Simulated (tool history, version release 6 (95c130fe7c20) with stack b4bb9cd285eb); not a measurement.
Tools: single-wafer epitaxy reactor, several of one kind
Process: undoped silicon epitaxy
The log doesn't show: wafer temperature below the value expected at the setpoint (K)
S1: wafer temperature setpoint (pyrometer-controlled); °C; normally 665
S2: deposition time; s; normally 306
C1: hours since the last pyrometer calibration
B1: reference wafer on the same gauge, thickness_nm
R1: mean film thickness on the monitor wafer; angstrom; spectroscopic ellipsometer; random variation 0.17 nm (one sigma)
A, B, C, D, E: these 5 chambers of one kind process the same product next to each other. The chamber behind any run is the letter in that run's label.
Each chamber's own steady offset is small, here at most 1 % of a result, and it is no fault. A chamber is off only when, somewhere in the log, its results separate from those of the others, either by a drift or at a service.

Run 1C, hour 13.3: usual settings; C1 2284.3; B1 81.38. Result: R1 712.37 angstrom.
Run 2D, hour 26.2: usual settings; C1 2578.3; B1 81.385. Result: R1 707.2 angstrom.
Run 3E, hour 39.4: usual settings; C1 477.1; B1 81.387. Result: R1 708.38 angstrom.
Run 4A, hour 45.9: usual settings; C1 147; B1 81.352. Result: R1 710.38 angstrom.
Run 5B, hour 52.1: usual settings; C1 623.8; B1 81.394. Result: R1 709.1 angstrom.
Run 6E, hour 65.1: usual settings; C1 502.8; B1 81.385. Result: R1 706.53 angstrom.
Run 7A, hour 73.5: usual settings but S1 654 °C, S2 268 s; C1 174.6; B1 81.429. Result: R1 491.38 angstrom.
Run 8C, hour 85.8: usual settings but S1 654 °C, S2 268 s; C1 2356.8; B1 81.364. Result: R1 494.24 angstrom.
Run 9B, hour 93.7: usual settings but S1 654 °C, S2 268 s; C1 665.4; B1 81.435. Result: R1 489.68 angstrom.
Run 10D, hour 107.6: usual settings but S1 654 °C, S2 268 s; C1 2659.7; B1 81.402. Result: R1 489.56 angstrom.
Run 11B, hour 113.9: usual settings but S1 654 °C, S2 268 s; C1 685.6; B1 81.396. Result: R1 489.79 angstrom.
Run 12A, hour 122.8: usual settings; C1 223.9; B1 81.436. Result: R1 704.81 angstrom.
Run 13D, hour 134.9: usual settings; C1 2687; B1 81.383. Result: R1 708.52 angstrom.
Run 14C, hour 141.3: usual settings; C1 2412.3; B1 81.387. Result: R1 713.26 angstrom.
Run 15E, hour 151.4: usual settings but S1 654 °C, S2 265 s; C1 589.1; B1 81.428. Result: R1 482.69 angstrom.
At hour 154.5: chamber D: pyrometer calibrated.
Run 16A, hour 159: usual settings but S1 654 °C, S2 265 s; C1 260.1; B1 81.328. Result: R1 485.66 angstrom.
At hour 160.1: chamber C: pyrometer calibrated.
Run 17C, hour 172.2: usual settings but S1 654 °C, S2 265 s; C1 12.2; B1 81.431. Result: R1 489.19 angstrom.
Run 18E, hour 182.7: usual settings but S1 654 °C, S2 265 s; C1 620.4; B1 81.387. Result: R1 481.52 angstrom.
Run 19B, hour 195: usual settings but S1 654 °C, S2 265 s; C1 766.7; B1 81.444. Result: R1 484.73 angstrom.
Run 20D, hour 203: usual settings; C1 48.5; B1 81.374. Result: R1 699.86 angstrom.
Run 21E, hour 211.1: usual settings; C1 648.8; B1 81.392. Result: R1 708.6 angstrom.
Run 22D, hour 220.7: usual settings; C1 66.2; B1 81.431. Result: R1 696.91 angstrom.
Run 23B, hour 231.6: usual settings; C1 803.3; B1 81.37. Result: R1 708.62 angstrom.
Run 24A, hour 240.6: usual settings; C1 341.7; B1 81.43. Result: R1 708.66 angstrom.
Run 25C, hour 249.7: usual settings; C1 89.7; B1 81.357. Result: R1 710.99 angstrom.
Run 26D, hour 256: usual settings; C1 101.5; B1 81.424. Result: R1 697.5 angstrom.
Run 27A, hour 265.7: usual settings; C1 366.8; B1 81.382. Result: R1 706.65 angstrom.
Run 28C, hour 280: usual settings; C1 120; B1 81.428. Result: R1 713.82 angstrom.
Run 29B, hour 286.9: usual settings; C1 858.6; B1 81.363. Result: R1 711.02 angstrom.
Run 30E, hour 297.3: usual settings; C1 735; B1 81.457. Result: R1 708.07 angstrom.
Run 31B, hour 305.3: usual settings; C1 877; B1 81.396. Result: R1 712.64 angstrom.
Run 32D, hour 311.6: usual settings; C1 157.1; B1 81.377. Result: R1 697.4 angstrom.
Run 33C, hour 321.3: usual settings; C1 161.3; B1 81.448. Result: R1 711.93 angstrom.
Run 34A, hour 328.9: usual settings; C1 430; B1 81.426. Result: R1 708.77 angstrom.
Run 35E, hour 343.3: usual settings but S1 678 °C, S2 332 s; C1 781; B1 81.466. Result: R1 1008.9 angstrom.
At hour 356.2: chamber B: pyrometer calibrated.
Run 36D, hour 357.1: usual settings but S1 678 °C, S2 332 s; C1 202.6; B1 81.4. Result: R1 985.02 angstrom.
Run 37B, hour 371.3: usual settings but S1 678 °C, S2 332 s; C1 15.2; B1 81.394. Result: R1 1004.7 angstrom.
Run 38E, hour 383.6: usual settings but S1 678 °C, S2 332 s; C1 821.3; B1 81.425. Result: R1 1010.4 angstrom.
Run 39C, hour 396.8: usual settings but S1 678 °C, S2 332 s; C1 236.8; B1 81.38. Result: R1 1013.2 angstrom.
Run 40A, hour 407.5: usual settings; C1 508.6; B1 81.371. Result: R1 707.64 angstrom.
Run 41E, hour 414.7: usual settings; C1 852.4; B1 81.376. Result: R1 707.09 angstrom.
Run 42C, hour 427.9: usual settings; C1 267.9; B1 81.382. Result: R1 715.15 angstrom.
Run 43B, hour 434.4: usual settings; C1 78.3; B1 81.397. Result: R1 706.75 angstrom.

For the next run the whole fleet of 5 chambers uses the same settings. Give each chamber's results:
Run 44A, hour 444.8: usual settings. Result: R1 ?.
Run 44B, hour 444.8: usual settings. Result: R1 ?.
Run 44C, hour 444.8: usual settings. Result: R1 ?.
Run 44D, hour 444.8: usual settings. Result: R1 ?.
Run 44E, hour 444.8: usual settings. Result: R1 ?.

run      R1
44A  705.39
44B   707.2
44C   711.6
44D  696.21
44E  705.26
